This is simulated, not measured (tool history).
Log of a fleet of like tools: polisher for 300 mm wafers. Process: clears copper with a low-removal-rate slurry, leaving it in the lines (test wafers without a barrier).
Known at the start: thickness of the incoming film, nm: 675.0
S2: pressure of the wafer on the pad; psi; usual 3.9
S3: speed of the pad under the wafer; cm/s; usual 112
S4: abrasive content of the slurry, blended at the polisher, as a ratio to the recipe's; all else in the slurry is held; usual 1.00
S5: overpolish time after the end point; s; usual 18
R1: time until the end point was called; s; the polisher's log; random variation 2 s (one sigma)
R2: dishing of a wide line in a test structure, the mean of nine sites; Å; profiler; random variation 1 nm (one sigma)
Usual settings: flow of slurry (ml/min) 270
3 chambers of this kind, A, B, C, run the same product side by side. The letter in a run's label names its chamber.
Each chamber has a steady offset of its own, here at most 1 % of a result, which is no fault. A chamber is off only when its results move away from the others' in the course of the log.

-- hour=1.7 chamber C: slurry nozzle cleaned
run 1B hour=3.7 | flow_of_slurry_(ml/min)=270 S2=3.9 S3=112 S4=1.00 S5=18 | R1=129.81 R2=458.58
run 2C hour=9.5 | flow_of_slurry_(ml/min)=270 S2=3.9 S3=112 S4=1.00 S5=18 | R1=131.70 R2=446.32
-- hour=9.9 chamber A: worn pad replaced by a new one
-- hour=11.0 chamber B: worn pad replaced by a new one
run 3A hour=15.8 | flow_of_slurry_(ml/min)=270 S2=3.9 S3=112 S4=1.00 S5=18 | R1=133.60 R2=464.67
-- hour=17.4 chamber A: slurry blender recalibrated
run 4A hour=21.6 | flow_of_slurry_(ml/min)=270 S2=3.9 S3=112 S4=1.00 S5=18 | R1=130.65 R2=435.56
run 5C hour=27.3 | flow_of_slurry_(ml/min)=270 S2=3.9 S3=112 S4=0.75 S5=18 | R1=140.14 R2=452.08
-- hour=31.8 chamber A: slurry nozzle cleaned
run 6B hour=32.1 | flow_of_slurry_(ml/min)=270 S2=3.9 S3=112 S4=0.75 S5=18 | R1=136.39 R2=438.82
run 7C hour=36.8 | flow_of_slurry_(ml/min)=270 S2=3.9 S3=112 S4=0.75 S5=18 | R1=136.84 R2=435.32
run 8B hour=43.9 | flow_of_slurry_(ml/min)=270 S2=4.8 S3=112 S4=1.00 S5=18 | R1=103.85 R2=517.89
run 9A hour=47.2 | flow_of_slurry_(ml/min)=270 S2=4.8 S3=112 S4=1.00 S5=18 | R1=106.06 R2=515.57
run 10A hour=51.9 | flow_of_slurry_(ml/min)=270 S2=4.8 S3=112 S4=1.00 S5=18 | R1=107.25 R2=499.69
-- hour=53.1 chamber C: worn pad replaced by a new one
run 11C hour=57.5 | flow_of_slurry_(ml/min)=270 S2=3.9 S3=112 S4=1.00 S5=18 | R1=131.82 R2=439.73
run 12B hour=64.8 | flow_of_slurry_(ml/min)=270 S2=3.9 S3=112 S4=1.00 S5=18 | R1=129.33 R2=455.78
run 13C hour=72.0 | flow_of_slurry_(ml/min)=270 S2=3.9 S3=112 S4=1.00 S5=18 | R1=128.29 R2=452.65
-- hour=75.9 chamber A: worn pad replaced by a new one
run 14B hour=76.0 | flow_of_slurry_(ml/min)=270 S2=3.9 S3=112 S4=1.00 S5=18 | R1=129.30 R2=457.96
run 15A hour=82.1 | flow_of_slurry_(ml/min)=185 S2=3.9 S3=82 S4=1.00 S5=18 | R1=183.96 R2=362.92
run 16C hour=86.6 | flow_of_slurry_(ml/min)=185 S2=3.9 S3=82 S4=1.00 S5=18 | R1=187.58 R2=366.89
run 17B hour=90.6 | flow_of_slurry_(ml/min)=185 S2=3.9 S3=82 S4=1.00 S5=18 | R1=180.80 R2=370.92
run 18A hour=96.0 | flow_of_slurry_(ml/min)=270 S2=3.9 S3=112 S4=1.00 S5=18 | R1=130.87 R2=449.78
-- hour=98.0 chamber C: head pressure recalibrated
run 19B hour=101.9 | flow_of_slurry_(ml/min)=270 S2=3.9 S3=112 S4=1.00 S5=18 | R1=124.39 R2=461.15
run 20C hour=108.3 | flow_of_slurry_(ml/min)=270 S2=3.9 S3=112 S4=1.00 S5=18 | R1=148.08 R2=411.59
run 21A hour=114.6 | flow_of_slurry_(ml/min)=270 S2=3.9 S3=112 S4=1.00 S5=18 | R1=132.15 R2=442.69
-- hour=120.5 chamber B: worn pad replaced by a new one
run 22C hour=120.7 | flow_of_slurry_(ml/min)=270 S2=3.9 S3=112 S4=1.00 S5=18 | R1=148.07 R2=417.23
run 23B hour=125.0 | flow_of_slurry_(ml/min)=270 S2=3.9 S3=144 S4=1.00 S5=18 | R1=100.13 R2=525.49
-- hour=128.3 chamber A: slurry blender recalibrated
run 24A hour=130.2 | flow_of_slurry_(ml/min)=270 S2=3.9 S3=144 S4=1.00 S5=18 | R1=101.33 R2=521.08
-- hour=131.9 chamber C: worn pad replaced by a new one
run 25C hour=137.3 | flow_of_slurry_(ml/min)=270 S2=3.9 S3=144 S4=1.00 S5=18 | R1=112.91 R2=485.92
run 26B hour=143.7 | flow_of_slurry_(ml/min)=270 S2=3.9 S3=112 S4=1.00 S5=18 | R1=131.77 R2=460.47
-- hour=145.9 chamber A: worn pad replaced by a new one
run 27A hour=147.0 | flow_of_slurry_(ml/min)=270 S2=3.9 S3=112 S4=1.00 S5=18 | R1=129.40 R2=466.00
run 28A hour=154.2 | flow_of_slurry_(ml/min)=270 S2=4.7 S3=112 S4=1.00 S5=18 | R1=110.77 R2=504.65
run 29B hour=160.6 | flow_of_slurry_(ml/min)=270 S2=4.7 S3=112 S4=1.00 S5=18 | R1=103.76 R2=498.77
run 30C hour=165.3 | flow_of_slurry_(ml/min)=270 S2=4.7 S3=112 S4=1.00 S5=18 | R1=126.26 R2=462.76
run 31B hour=168.5 | flow_of_slurry_(ml/min)=270 S2=3.9 S3=112 S4=1.00 S5=18 | R1=129.58 R2=462.68
run 32C hour=175.1 | flow_of_slurry_(ml/min)=270 S2=3.9 S3=112 S4=1.00 S5=18 | R1=145.95 R2=424.61
run 33A hour=180.4 | flow_of_slurry_(ml/min)=270 S2=3.9 S3=112 S4=1.00 S5=18 | R1=133.85 R2=447.15
-- hour=184.2 chamber A: head pressure recalibrated
run 34A hour=184.2 | flow_of_slurry_(ml/min)=270 S2=3.9 S3=112 S4=1.00 S5=18 | R1=126.44 R2=459.16
run 35C hour=191.0 | flow_of_slurry_(ml/min)=270 S2=3.9 S3=112 S4=1.00 S5=18 | R1=150.67 R2=417.60

All 3 chambers run these settings next. Forecast each chamber's results:
run 36A hour=196.2 | flow_of_slurry_(ml/min)=270 S2=3.9 S3=112 S4=1.00 S5=18 | R1=? R2=?
run 36B hour=196.2 | flow_of_slurry_(ml/min)=270 S2=3.9 S3=112 S4=1.00 S5=18 | R1=? R2=?
run 36C hour=196.2 | flow_of_slurry_(ml/min)=270 S2=3.9 S3=112 S4=1.00 S5=18 | R1=? R2=?

run=36A R1=133.99 R2=468.89
run=36B R1=131.91 R2=445.20
run=36C R1=147.57 R2=417.42
